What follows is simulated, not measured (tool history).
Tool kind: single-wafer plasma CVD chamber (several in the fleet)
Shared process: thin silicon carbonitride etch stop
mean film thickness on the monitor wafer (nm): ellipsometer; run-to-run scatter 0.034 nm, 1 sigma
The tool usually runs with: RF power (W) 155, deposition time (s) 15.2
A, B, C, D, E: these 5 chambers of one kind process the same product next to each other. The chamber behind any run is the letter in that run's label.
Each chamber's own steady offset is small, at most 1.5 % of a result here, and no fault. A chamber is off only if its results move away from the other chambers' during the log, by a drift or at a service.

run   hour  RF power (W)  deposition time (s)  read-back reference wafer on the same gauge, thickness_nm  mean film thickness on the monitor wafer (nm)
 1D   12.4           155                 15.2                                                       8.34                                         7.8986
 2E   22.5           155                 15.2                                                     8.3413                                         7.9847
 3B     34           155                 15.2                                                     8.3364                                         8.0009
 4A   40.8           155                 15.2                                                     8.3449                                         8.0123
 5C   48.7           155                 15.2                                                     8.3455                                         8.0098
      53.9  -- chamber C: thermocouple changed; heater temperature recalibrated
 6A   55.8           155                 15.2                                                     8.3461                                          7.975
 7E   67.2           155                 15.2                                                     8.3393                                         8.0415
 8D   79.5           155                 15.2                                                     8.3507                                         7.9735
 9B   89.2           155                 15.2                                                     8.3385                                         8.0136
10C   99.1           155                 15.2                                                     8.3514                                         7.9985
11D  106.9           155                 17.4                                                     8.3436                                         9.1022
12C  116.1           155                 17.4                                                     8.3361                                         9.3227
13E  123.7           155                 17.4                                                     8.3364                                          9.137
14A  129.3           155                 17.4                                                      8.345                                         9.1877
15B  136.6           155                 17.4                                                     8.3333                                          9.094
16C  146.5           155                 15.2                                                       8.35                                         8.0062
17D  158.2           155                 15.2                                                      8.349                                         7.9673
18E  170.2           155                 15.2                                                     8.3397                                         7.9025
19B  181.1           155                 15.2                                                     8.3489                                         7.9572
20A  187.6           155                 15.2                                                      8.337                                         8.0143
21E  197.2           155                 15.2                                                     8.3368                                         8.0102
22C  207.8           155                 15.2                                                     8.3356                                         8.0772
     213.8  -- chamber E: RF generator calibrated
     214.5  -- chamber C: RF generator calibrated
23B  216.8           155                 15.2                                                     8.3322                                         7.9936
24A  229.2           155                 15.2                                                     8.3415                                         8.0506
25D  235.2           155                 15.2                                                     8.3418                                         7.9449
26A  241.9           155                 15.2                                                     8.3388                                         8.0206
27B  254.2           155                 15.2                                                     8.3479                                         7.9414
28E  263.9           155                 15.2                                                     8.3449                                         7.9857
29D  274.3           130                 13.4                                                      8.346                                         6.6183
30C  281.4           130                 13.4                                                     8.3319                                         6.7551
31D    293           130                 13.4                                                     8.3283                                         6.6387

Next, every chamber runs the same settings. What will each give?
32A  302.2           155                 15.2                                                                                                         ?
32B  302.2           155                 15.2                                                                                                         ?
32C  302.2           155                 15.2                                                                                                         ?
32D  302.2           155                 15.2                                                                                                         ?
32E  302.2           155                 15.2                                                                                                         ?

run  mean film thickness on the monitor wafer (nm)
32A                                         8.0138
32B                                         7.9601
32C                                         8.0804
32D                                         7.9025
32E                                         7.9912
